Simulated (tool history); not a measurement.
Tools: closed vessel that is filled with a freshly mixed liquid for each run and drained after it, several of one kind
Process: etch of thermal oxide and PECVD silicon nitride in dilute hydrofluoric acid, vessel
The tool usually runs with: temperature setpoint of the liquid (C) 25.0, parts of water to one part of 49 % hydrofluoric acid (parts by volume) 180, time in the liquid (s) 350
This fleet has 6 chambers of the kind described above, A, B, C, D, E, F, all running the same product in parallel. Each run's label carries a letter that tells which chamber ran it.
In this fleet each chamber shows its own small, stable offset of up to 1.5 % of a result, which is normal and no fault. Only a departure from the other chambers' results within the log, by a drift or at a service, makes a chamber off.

run,hour,temperature setpoint of the liquid (C),parts of water to one part of 49 % hydrofluoric acid (parts by volume),time in the liquid (s),"read-back film thickness of the thermal oxide reference wafer, read on the same gauge (nm)","read-back film thickness of the PECVD silicon nitride reference wafer, read on the same gauge (nm)",thickness taken off the thermal oxide on a monitor wafer (Å),thickness taken off the PECVD silicon nitride on a monitor wafer (Å)
1A,9.0,25.0,180,350,100.010,59.973,82.844,45.360
2C,15.1,25.0,180,350,100.010,60.002,82.937,45.308
3E,22.8,25.0,180,350,100.010,59.961,84.739,44.667
4D,30.2,25.0,180,350,100.000,60.007,83.897,46.225
5F,39.9,25.0,180,350,100.010,59.988,82.989,45.286
6B,51.2,25.0,180,350,100.010,59.994,83.853,45.344
7B,63.6,25.0,180,350,99.983,59.959,82.878,45.824
8D,72.9,22.5,180,240,100.010,59.980,52.490,26.744
9F,79.5,22.5,180,240,100.010,59.983,51.753,26.633
10C,87.5,22.5,180,240,99.976,60.017,52.576,26.316
11A,99.3,22.5,180,240,100.010,59.972,50.926,26.288
12E,108.6,22.5,180,240,99.984,59.965,53.138,26.557
13A,117.3,22.5,180,240,99.990,59.945,51.060,26.349
14F,128.3,29.0,180,210,99.992,60.032,57.404,35.139
15C,134.6,29.0,180,210,100.010,60.046,57.568,34.757
16D,143.8,29.0,180,210,99.998,59.962,58.018,35.143
17B,156.3,29.0,180,210,99.954,60.015,57.948,35.478
18E,164.5,29.0,180,210,100.000,60.035,58.364,34.575
19A,173.8,29.0,180,210,100.000,60.003,57.610,34.943
# hour 175.2: chamber B: thermometer replaced
20F,184.6,25.0,180,350,100.010,60.017,82.693,45.747
21C,193.3,25.0,180,350,100.020,59.992,83.868,45.411
22B,201.9,25.0,180,350,99.996,60.001,83.281,45.670
23D,209.4,25.0,180,350,100.010,60.043,84.281,45.697
24E,220.2,25.0,180,350,100.020,59.955,84.692,44.852
25D,229.7,25.0,180,350,100.020,59.982,83.884,46.182
26B,241.3,25.0,180,350,100.020,60.033,83.429,45.734
27E,255.3,25.0,235,470,100.020,59.958,81.665,46.328
28C,268.7,25.0,235,470,99.972,60.028,79.829,46.465
29F,282.1,25.0,235,470,99.994,60.011,80.959,47.277
30A,292.8,25.0,235,470,99.992,60.000,80.200,47.121
31C,300.2,25.0,235,470,100.000,59.990,80.451,46.883
32B,314.0,25.0,235,470,99.959,60.009,81.025,47.028
33D,322.0,25.0,180,350,100.000,60.006,83.723,45.630
34A,336.2,25.0,230,495,100.000,60.026,85.754,50.470
35E,347.6,25.0,230,495,100.020,59.973,88.344,50.181
36F,361.6,25.0,230,495,100.010,59.951,87.139,50.455
37C,372.1,25.0,230,495,99.978,59.989,87.773,50.536
38F,381.1,25.0,230,495,99.976,60.012,88.170,50.006
39E,387.7,25.0,230,495,100.020,60.002,88.085,50.283
40A,397.7,25.0,180,350,99.994,60.012,81.668,45.111

What goes on in this fleet: one chamber off, a drifting gauge, or nothing beyond the chambers' own small offsets? Name the chamber and the cause, if any.

No chamber stands off beyond its own small offset, and the gauge holds steady.
